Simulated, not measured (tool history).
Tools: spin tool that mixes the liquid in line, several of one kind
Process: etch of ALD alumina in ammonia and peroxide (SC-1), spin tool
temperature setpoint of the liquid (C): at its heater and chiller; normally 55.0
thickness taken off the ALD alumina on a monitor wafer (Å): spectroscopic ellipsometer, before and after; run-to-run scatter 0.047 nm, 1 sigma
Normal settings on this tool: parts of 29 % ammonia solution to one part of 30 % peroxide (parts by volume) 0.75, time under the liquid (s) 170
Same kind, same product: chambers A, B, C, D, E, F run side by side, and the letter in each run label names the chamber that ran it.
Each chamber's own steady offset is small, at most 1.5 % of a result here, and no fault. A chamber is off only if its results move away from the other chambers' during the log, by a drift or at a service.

run    day  temperature setpoint of the liquid (C)  parts of 29 % ammonia solution to one part of 30 % peroxide (parts by volume)  time under the liquid (s)  hours since the thermometer was replaced  hours since the ammonia flow meter was replaced  hours since the heated supply line was repaired  hours since the drum of ammonia solution was connected  read-back film thickness of the ALD alumina reference wafer, read on the same gauge (nm)  thickness taken off the ALD alumina on a monitor wafer (Å)
 1E  0.192                                    55.0                                                                           0.75                        170                                     693.1                                            112.6                                            790.4                                                   669.0                                                                                    30.009                                                      132.05
 2A  0.312                                    55.0                                                                           0.75                        170                                    1447.6                                            952.6                                           1576.2                                                   107.2                                                                                    30.001                                                      131.03
 3B  0.533                                    55.0                                                                           0.75                        170                                    1355.4                                           1693.4                                            280.7                                                   171.2                                                                                    29.988                                                      131.64
 4D  0.771                                    55.0                                                                           0.75                        170                                     777.5                                           1831.6                                           1998.9                                                   284.1                                                                                    29.983                                                      130.13
 5C  0.883                                    61.5                                                                           0.75                         95                                    1413.6                                            744.7                                            479.0                                                   286.9                                                                                    29.996                                                      103.81
     0.912  -- chamber A: thermometer replaced
     0.962  -- chamber C: new drum of ammonia solution connected
 6F  1.029                                    61.5                                                                           0.75                         95                                     130.9                                           1274.2                                            643.9                                                   255.3                                                                                    29.997                                                      102.59
 7D  1.188                                    61.5                                                                           0.75                         95                                     787.5                                           1841.6                                           2008.9                                                   294.1                                                                                    30.013                                                      102.30
 8B  1.421                                    61.5                                                                           0.75                         95                                    1376.7                                           1714.7                                            302.0                                                   192.5                                                                                    29.984                                                      104.12
 9C  1.575                                    61.5                                                                           0.75                         95                                    1430.2                                            761.3                                            495.6                                                    14.8                                                                                    30.003                                                      103.56
10A  1.742                                    61.5                                                                           0.75                         95                                      19.9                                            986.9                                           1610.5                                                   141.5                                                                                    29.997                                                      103.15
11F  1.917                                    55.0                                                                           0.75                        170                                     152.2                                           1295.5                                            665.2                                                   276.6                                                                                    30.009                                                      131.14
12E  2.033                                    55.0                                                                           0.75                        170                                     737.3                                            156.8                                            834.6                                                   713.2                                                                                    29.995                                                      133.59
13D  2.171                                    55.0                                                                           0.75                        170                                     811.1                                           1865.2                                           2032.5                                                   317.7                                                                                    29.996                                                      130.76
14A  2.354                                    58.5                                                                           0.75                        170                                      34.6                                           1001.6                                           1625.2                                                   156.2                                                                                    29.995                                                      158.30
15E  2.550                                    58.5                                                                           0.75                        170                                     749.7                                            169.2                                            847.0                                                   725.6                                                                                    29.998                                                      158.90
16C  2.704                                    58.5                                                                           0.75                        170                                    1457.3                                            788.4                                            522.7                                                    41.9                                                                                    29.999                                                      157.74
17B  2.821                                    58.5                                                                           0.75                        170                                    1410.3                                           1748.3                                            335.6                                                   226.1                                                                                    29.988                                                      158.92
     2.854  -- chamber D: ammonia flow meter replaced
18F  2.983                                    58.5                                                                           0.75                        170                                     177.8                                           1321.1                                            690.8                                                   302.2                                                                                    30.007                                                      157.28
19C  3.196                                    58.5                                                                           0.75                        170                                    1469.1                                            800.2                                            534.5                                                    53.7                                                                                    30.004                                                      158.20
20D  3.325                                    55.0                                                                           0.75                        170                                     838.8                                             11.4                                           2060.2                                                   345.4                                                                                    30.014                                                      130.87
21A  3.429                                    55.0                                                                           0.75                        170                                      60.4                                           1027.4                                           1651.0                                                   182.0                                                                                    30.010                                                      131.31
22E  3.579                                    55.0                                                                           0.75                        170                                     774.4                                            193.9                                            871.7                                                   750.3                                                                                    29.984                                                      133.03
23F  3.708                                    55.0                                                                           0.75                        170                                     195.2                                           1338.5                                            708.2                                                   319.6                                                                                    30.001                                                      131.21
24B  3.833                                    55.0                                                                           0.75                        170                                    1434.6                                           1772.6                                            359.9                                                   250.4                                                                                    30.010                                                      132.95
25B  4.054                                    55.0                                                                           0.75                        170                                    1439.9                                           1777.9                                            365.2                                                   255.7                                                                                    29.993                                                      132.68
26F  4.192                                    59.0                                                                           0.75                        220                                     206.8                                           1350.1                                            719.8                                                   331.2                                                                                    29.991                                                      208.57
27A  4.404                                    59.0                                                                           0.75                        220                                      83.8                                           1050.8                                           1674.4                                                   205.4                                                                                    30.003                                                      208.89
     4.529  -- chamber D: new drum of ammonia solution connected
28D  4.625                                    59.0                                                                           0.75                        220                                     870.0                                             42.6                                           2091.4                                                     2.3                                                                                    30.002                                                      209.60
29C  4.779                                    59.0                                                                           0.75                        220                                    1507.1                                            838.2                                            572.5                                                    91.7                                                                                    29.999                                                      204.52
30E  5.008                                    59.0                                                                           0.75                        220                                     808.7                                            228.2                                            906.0                                                   784.6                                                                                    30.005                                                      210.29
31E  5.229                                    59.0                                                                           0.75                        220                                     814.0                                            233.5                                            911.3                                                   789.9                                                                                    30.025                                                      210.44
32A  5.371                                    55.0                                                                           0.75                        170                                     107.0                                           1074.0                                           1697.6                                                   228.6                                                                                    30.004                                                      131.43
33C  5.488                                    55.0                                                                           0.75                        170                                    1524.1                                            855.2                                            589.5                                                   108.7                                                                                    29.982                                                      128.42
34F  5.617                                    55.0                                                                           0.75                        170                                     241.0                                           1384.3                                            754.0                                                   365.4                                                                                    30.005                                                      130.18
35D  5.817                                    55.0                                                                           0.75                        170                                     898.6                                             71.2                                           2120.0                                                    30.9                                                                                    30.021                                                      131.17
36B  5.988                                    55.0                                                                           0.75                        170                                    1486.3                                           1824.3                                            411.6                                                   302.1                                                                                    29.982                                                      132.28

All chambers now run identical settings, listed one chamber a line with results as question marks. What results will each chamber show?
37A  6.162                                    55.0                                                                           0.75                        170                                                                                                                                                                                                                                                                                                                                                         ?
37B  6.162                                    55.0                                                                           0.75                        170                                                                                                                                                                                                                                                                                                                                                         ?
37C  6.162                                    55.0                                                                           0.75                        170                                                                                                                                                                                                                                                                                                                                                         ?
37D  6.162                                    55.0                                                                           0.75                        170                                                                                                                                                                                                                                                                                                                                                         ?
37E  6.162                                    55.0                                                                           0.75                        170                                                                                                                                                                                                                                                                                                                                                         ?
37F  6.162                                    55.0                                                                           0.75                        170                                                                                                                                                                                                                                                                                                                                                         ?

run  thickness taken off the ALD alumina on a monitor wafer (Å)
37A                                                      131.12
37B                                                      132.26
37C                                                      127.48
37D                                                      130.98
37E                                                      132.35
37F                                                      131.37
